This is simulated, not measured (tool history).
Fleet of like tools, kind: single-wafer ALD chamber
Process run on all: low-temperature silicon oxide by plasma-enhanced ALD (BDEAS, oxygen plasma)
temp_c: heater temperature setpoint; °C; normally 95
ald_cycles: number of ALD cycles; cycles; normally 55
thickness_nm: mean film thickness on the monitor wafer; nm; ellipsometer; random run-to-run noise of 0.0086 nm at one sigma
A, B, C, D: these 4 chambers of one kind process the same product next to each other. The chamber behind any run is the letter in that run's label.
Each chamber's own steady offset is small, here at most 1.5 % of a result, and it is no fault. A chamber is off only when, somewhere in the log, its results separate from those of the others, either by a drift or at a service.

run	day	temp_c	ald_cycles	hours since the last thermocouple change	read-back reference wafer on the same gauge, thickness_nm	thickness_nm
1C	0.171	95	55	1825.5	9.5602	7.9554
2D	0.442	95	55	1450.7	9.5571	8.0371
3A	0.717	95	55	2498.1	9.5569	7.8762
4B	0.854	95	55	2118.6	9.5562	7.9983
5C	1.071	95	55	1847.1	9.5541	7.9710
6A	1.317	95	55	2512.5	9.5547	7.8825
7B	1.558	95	55	2135.5	9.5507	8.0012
8D	1.796	87	55	1483.2	9.5524	8.2577
9A	2.112	87	55	2531.6	9.5495	8.0904
10B	2.283	87	55	2152.9	9.5525	8.2387
11C	2.475	87	55	1880.8	9.5505	8.1802
12D	2.621	95	55	1503.0	9.5519	8.0476
13A	2.938	95	55	2551.4	9.5481	7.8747
14B	3.142	95	55	2173.5	9.5470	7.9774
15D	3.367	95	55	1520.9	9.5464	8.0251
# day 3.396: chamber A: thermocouple changed; heater temperature recalibrated
16C	3.683	104	62	1909.8	9.5447	8.7527
17A	3.925	104	62	12.7	9.5458	8.6745
18D	4.108	104	62	1538.7	9.5421	8.8073
19C	4.383	104	62	1926.6	9.5437	8.7371
20B	4.696	95	55	2210.8	9.5397	7.9729
21A	4.958	95	55	37.5	9.5389	7.8718
22D	5.238	95	55	1565.8	9.5392	8.0253
23B	5.396	81	55	2227.6	9.5395	8.3714
24C	5.662	81	55	1957.3	9.5388	8.3321
25A	5.829	81	55	58.4	9.5358	8.2631
26C	6.008	81	55	1965.6	9.5365	8.3326
27B	6.317	95	55	2249.7	9.5356	7.9807
28D	6.604	95	55	1598.6	9.5305	7.9912
29B	6.838	106	44	2262.2	9.5310	6.1930
30C	7.133	106	44	1992.6	9.5312	6.1641
31A	7.417	106	44	96.5	9.5303	6.1117
32D	7.662	106	44	1624.0	9.5285	6.2234
33C	7.871	95	55	2010.3	9.5289	7.9395
34D	8.075	95	55	1633.9	9.5267	8.0197
35A	8.233	95	46	116.1	9.5246	6.5860
36B	8.421	95	46	2300.2	9.5244	6.6636
37B	8.567	95	46	2303.7	9.5255	6.6550
38C	8.846	95	46	2033.7	9.5237	6.6369
39D	9.017	95	55	1656.5	9.5203	8.0123
40A	9.242	105	66	140.3	9.5220	9.1604
41C	9.542	105	66	2050.4	9.5226	9.2716
42D	9.821	105	66	1675.8	9.5179	9.3345
43A	10.083	105	66	160.5	9.5198	9.1893

Read the log: is a single chamber off, either drifting away or since a service, is the gauge that measures every chamber drifting, or is nothing wrong beyond small per-chamber offsets? Name any odd chamber and what most likely caused it.

Gauge drift. The chambers move together only on paper, and none stands off.
Likeliest cause: gauge reads low (%) = 0.442.
